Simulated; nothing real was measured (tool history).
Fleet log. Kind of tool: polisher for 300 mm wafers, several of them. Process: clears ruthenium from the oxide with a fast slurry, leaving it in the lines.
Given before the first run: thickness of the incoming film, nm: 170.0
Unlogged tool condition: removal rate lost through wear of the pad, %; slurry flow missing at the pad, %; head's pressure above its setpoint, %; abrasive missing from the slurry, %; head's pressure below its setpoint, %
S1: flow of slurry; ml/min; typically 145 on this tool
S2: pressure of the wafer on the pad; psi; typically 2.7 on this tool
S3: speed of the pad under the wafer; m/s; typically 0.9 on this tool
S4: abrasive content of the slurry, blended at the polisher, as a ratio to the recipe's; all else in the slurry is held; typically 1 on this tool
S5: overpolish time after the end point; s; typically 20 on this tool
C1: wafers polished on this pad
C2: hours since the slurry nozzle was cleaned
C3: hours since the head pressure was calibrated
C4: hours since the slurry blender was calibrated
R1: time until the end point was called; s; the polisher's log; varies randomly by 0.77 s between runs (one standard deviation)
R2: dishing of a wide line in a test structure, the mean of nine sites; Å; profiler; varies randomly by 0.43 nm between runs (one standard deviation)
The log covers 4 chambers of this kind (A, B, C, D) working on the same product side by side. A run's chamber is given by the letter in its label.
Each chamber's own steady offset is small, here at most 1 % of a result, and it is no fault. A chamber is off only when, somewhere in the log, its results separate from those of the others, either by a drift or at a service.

{"run": "1B", "day": 0.525, "S1": 145, "S2": 2.7, "S3": 0.9, "S4": 1, "S5": 20, "C1": 445, "C2": 244.7, "C3": 131.3, "C4": 199.9, "R1": 52.201, "R2": 284.13}
{"run": "2D", "day": 0.771, "S1": 145, "S2": 2.7, "S3": 0.9, "S4": 1, "S5": 20, "C1": 390, "C2": 422.5, "C3": 116.9, "C4": 41.3, "R1": 50.846, "R2": 286.86}
{"run": "3C", "day": 1.175, "S1": 145, "S2": 2.7, "S3": 0.9, "S4": 1, "S5": 20, "C1": 604, "C2": 429.6, "C3": 705.7, "C4": 243.3, "R1": 51.378, "R2": 280.61}
{"run": "4A", "day": 1.546, "S1": 145, "S2": 2.7, "S3": 0.9, "S4": 1, "S5": 20, "C1": 410, "C2": 541.2, "C3": 369.6, "C4": 47.9, "R1": 51.722, "R2": 291.77}
{"day": 1.679, "done": "chamber D: worn pad replaced by a new one"}
{"run": "5D", "day": 1.808, "S1": 145, "S2": 2.7, "S3": 0.9, "S4": 1, "S5": 20, "C1": 25, "C2": 447.4, "C3": 141.8, "C4": 66.2, "R1": 51.655, "R2": 290.49}
{"run": "6C", "day": 2.158, "S1": 145, "S2": 2.7, "S3": 0.9, "S4": 1, "S5": 20, "C1": 800, "C2": 453.2, "C3": 729.3, "C4": 266.9, "R1": 50.149, "R2": 290.74}
{"run": "7A", "day": 2.475, "S1": 145, "S2": 2.7, "S3": 0.9, "S4": 1, "S5": 20, "C1": 596, "C2": 563.5, "C3": 391.9, "C4": 70.2, "R1": 51.412, "R2": 281.01}
{"day": 2.621, "done": "chamber A: worn pad replaced by a new one"}
{"day": 2.671, "done": "chamber C: slurry blender recalibrated"}
{"run": "8B", "day": 2.992, "S1": 145, "S2": 2.7, "S3": 0.9, "S4": 1, "S5": 26, "C1": 938, "C2": 303.9, "C3": 190.5, "C4": 259.1, "R1": 51.343, "R2": 306.64}
{"run": "9A", "day": 3.225, "S1": 145, "S2": 2.7, "S3": 0.9, "S4": 1, "S5": 26, "C1": 121, "C2": 581.5, "C3": 409.9, "C4": 88.2, "R1": 51.196, "R2": 308.32}
{"day": 3.417, "done": "chamber B: slurry nozzle cleaned"}
{"run": "10D", "day": 3.629, "S1": 145, "S2": 2.7, "S3": 0.9, "S4": 1, "S5": 26, "C1": 389, "C2": 491.1, "C3": 185.5, "C4": 109.9, "R1": 50.74, "R2": 317.83}
{"run": "11B", "day": 3.988, "S1": 145, "S2": 2.7, "S3": 0.9, "S4": 1, "S5": 26, "C1": 1137, "C2": 13.8, "C3": 214.4, "C4": 283, "R1": 52.214, "R2": 311.29}
{"run": "12C", "day": 4.238, "S1": 145, "S2": 2.7, "S3": 0.9, "S4": 1, "S5": 20, "C1": 1216, "C2": 503.1, "C3": 779.2, "C4": 37.6, "R1": 50.765, "R2": 294.51}
{"day": 4.312, "done": "chamber C: worn pad replaced by a new one"}
{"day": 4.354, "done": "chamber D: worn pad replaced by a new one"}
{"run": "13A", "day": 4.758, "S1": 145, "S2": 3.2, "S3": 0.9, "S4": 0.9, "S5": 20, "C1": 427, "C2": 618.3, "C3": 446.7, "C4": 125, "R1": 46.018, "R2": 295.77}
{"run": "14B", "day": 5.167, "S1": 145, "S2": 3.2, "S3": 0.9, "S4": 0.9, "S5": 20, "C1": 1373, "C2": 42.1, "C3": 242.7, "C4": 311.3, "R1": 45.252, "R2": 299.37}
{"day": 5.542, "done": "chamber A: slurry nozzle cleaned"}
{"day": 5.546, "done": "chamber A: worn pad replaced by a new one"}
{"run": "15D", "day": 5.567, "S1": 145, "S2": 3.2, "S3": 0.9, "S4": 0.9, "S5": 20, "C1": 242, "C2": 537.6, "C3": 232, "C4": 156.4, "R1": 45.296, "R2": 295.84}
{"run": "16C", "day": 5.854, "S1": 145, "S2": 3.2, "S3": 0.9, "S4": 0.9, "S5": 20, "C1": 308, "C2": 541.9, "C3": 818, "C4": 76.4, "R1": 45.593, "R2": 297.84}
{"run": "17D", "day": 6.362, "S1": 145, "S2": 2.7, "S3": 0.9, "S4": 1, "S5": 20, "C1": 401, "C2": 556.7, "C3": 251.1, "C4": 175.5, "R1": 51.03, "R2": 286.24}
{"run": "18B", "day": 6.75, "S1": 145, "S2": 2.7, "S3": 0.9, "S4": 1, "S5": 20, "C1": 1689, "C2": 80.1, "C3": 280.7, "C4": 349.3, "R1": 52.303, "R2": 276.74}
{"run": "19A", "day": 7.008, "S1": 145, "S2": 2.7, "S3": 0.9, "S4": 1, "S5": 14, "C1": 292, "C2": 35.2, "C3": 500.7, "C4": 179, "R1": 50.837, "R2": 241.71}
{"run": "20C", "day": 7.483, "S1": 145, "S2": 2.7, "S3": 0.9, "S4": 1, "S5": 14, "C1": 634, "C2": 581, "C3": 857.1, "C4": 115.5, "R1": 51.844, "R2": 246.27}
{"day": 7.521, "done": "chamber D: worn pad replaced by a new one"}
{"run": "21C", "day": 7.858, "S1": 145, "S2": 2.7, "S3": 0.9, "S4": 1, "S5": 14, "C1": 709, "C2": 590, "C3": 866.1, "C4": 124.5, "R1": 52.093, "R2": 244.59}
{"day": 8.146, "done": "chamber A: worn pad replaced by a new one"}
{"run": "22A", "day": 8.367, "S1": 145, "S2": 2.7, "S3": 0.9, "S4": 1, "S5": 14, "C1": 44, "C2": 67.8, "C3": 533.3, "C4": 211.6, "R1": 51.195, "R2": 242.37}
{"run": "23D", "day": 8.792, "S1": 145, "S2": 2.7, "S3": 0.9, "S4": 1, "S5": 20, "C1": 254, "C2": 615, "C3": 309.4, "C4": 233.8, "R1": 50.604, "R2": 277.16}
{"run": "24B", "day": 9.079, "S1": 145, "S2": 2.7, "S3": 0.9, "S4": 1, "S5": 20, "C1": 2155, "C2": 136, "C3": 336.6, "C4": 405.2, "R1": 53.037, "R2": 279.35}
{"day": 9.329, "done": "chamber C: worn pad replaced by a new one"}
{"run": "25D", "day": 9.504, "S1": 145, "S2": 2.7, "S3": 0.9, "S4": 1, "S5": 20, "C1": 397, "C2": 632.1, "C3": 326.5, "C4": 250.9, "R1": 51.675, "R2": 291.38}
{"day": 9.55, "done": "chamber B: slurry blender recalibrated"}
{"run": "26B", "day": 9.783, "S1": 100, "S2": 2.7, "S3": 0.6, "S4": 1, "S5": 20, "C1": 2295, "C2": 152.9, "C3": 353.5, "C4": 5.6, "R1": 88.345, "R2": 222.58}
{"day": 9.912, "done": "chamber D: worn pad replaced by a new one"}
{"run": "27A", "day": 10.179, "S1": 100, "S2": 2.7, "S3": 0.6, "S4": 1, "S5": 20, "C1": 406, "C2": 111.3, "C3": 576.8, "C4": 255.1, "R1": 82.655, "R2": 228.46}
{"day": 10.183, "done": "chamber A: slurry blender recalibrated"}
{"run": "28C", "day": 10.442, "S1": 100, "S2": 2.7, "S3": 0.6, "S4": 1, "S5": 20, "C1": 222, "C2": 652, "C3": 928.1, "C4": 186.5, "R1": 83.8, "R2": 218.94}
{"day": 10.562, "done": "chamber A: worn pad replaced by a new one"}
{"run": "29D", "day": 10.783, "S1": 100, "S2": 2.7, "S3": 0.6, "S4": 1, "S5": 20, "C1": 174, "C2": 662.8, "C3": 357.2, "C4": 281.6, "R1": 82.862, "R2": 225.36}
{"run": "30A", "day": 11.304, "S1": 145, "S2": 2.7, "S3": 0.9, "S4": 1, "S5": 20, "C1": 148, "C2": 138.3, "C3": 603.8, "C4": 27, "R1": 51.414, "R2": 286.77}
{"run": "31B", "day": 11.804, "S1": 145, "S2": 2.7, "S3": 0.9, "S4": 1, "S5": 20, "C1": 2699, "C2": 201.4, "C3": 402, "C4": 54.1, "R1": 53.488, "R2": 278.23}
{"run": "32C", "day": 12.112, "S1": 145, "S2": 2.7, "S3": 0.9, "S4": 1, "S5": 20, "C1": 556, "C2": 692.1, "C3": 968.2, "C4": 226.6, "R1": 51.085, "R2": 283.57}
{"day": 12.367, "done": "chamber D: slurry nozzle cleaned"}
{"run": "33D", "day": 12.525, "S1": 145, "S2": 2.7, "S3": 0.9, "S4": 1, "S5": 29, "C1": 522, "C2": 3.8, "C3": 399, "C4": 323.4, "R1": 51.176, "R2": 316.55}
{"run": "34B", "day": 12.992, "S1": 145, "S2": 2.7, "S3": 0.9, "S4": 1, "S5": 29, "C1": 2937, "C2": 229.9, "C3": 430.5, "C4": 82.6, "R1": 55.357, "R2": 318}
{"run": "35A", "day": 13.275, "S1": 145, "S2": 2.7, "S3": 0.9, "S4": 1, "S5": 29, "C1": 542, "C2": 185.6, "C3": 651.1, "C4": 74.3, "R1": 51.364, "R2": 316.63}
{"day": 13.392, "done": "chamber C: slurry blender recalibrated"}
{"run": "36C", "day": 13.521, "S1": 145, "S2": 2.7, "S3": 0.9, "S4": 1, "S5": 29, "C1": 838, "C2": 725.9, "C3": 1002, "C4": 3.2, "R1": 50.315, "R2": 317.18}
{"day": 13.579, "done": "chamber A: worn pad replaced by a new one"}
{"run": "37A", "day": 14.0, "S1": 145, "S2": 2.7, "S3": 0.9, "S4": 1, "S5": 20, "C1": 84, "C2": 203, "C3": 668.5, "C4": 91.7, "R1": 50.916, "R2": 282.04}

Decide between three cases: one chamber stands off from its peers, the gauge reading all wafers drifts, or nothing is wrong past each chamber's small offset. Where a chamber is off, say which and what most likely put it there.

Chamber B drifts away from the others.
Likeliest cause: removal rate lost through wear of the pad, % = 9.01.
Not necessarily distinguishable in this log from: head's pressure below its setpoint, %.

Here are 4 candidates for chamber B's next run, each the usual settings with a change, their results left as question marks. Which one brings its results back in line with what the others give on the usual settings?
In line means no further than this from the other chambers' mean on the usual settings: R1 2.7 s; R2 15 Å
{"run": "38B-1", "day": 14.379, "S1": 145, "S2": 2.8, "S3": 0.94, "S4": 1, "S5": 20, "R1": "?", "R2": "?"}
{"run": "38B-2", "day": 14.379, "S1": 145, "S2": 2.9, "S3": 0.98, "S4": 1.05, "S5": 19, "R1": "?", "R2": "?"}
{"run": "38B-3", "day": 14.379, "S1": 145, "S2": 2.6, "S3": 0.86, "S4": 1, "S5": 20, "R1": "?", "R2": "?"}
{"run": "38B-4", "day": 14.379, "S1": 145, "S2": 2.5, "S3": 0.82, "S4": 0.95, "S5": 21, "R1": "?", "R2": "?"}

Other chambers, usual settings, mean: R1 51.204 s; R2 285.75 Å
run=38B-1 R1=51.999 R2=285.96
run=38B-2 R1=47.143 R2=290.91
run=38B-3 R1=61.058 R2=267.74
run=38B-4 R1=68.134 R2=260.44
The right change is 38B-1: it brings the chamber back within the allowed miss of the others.
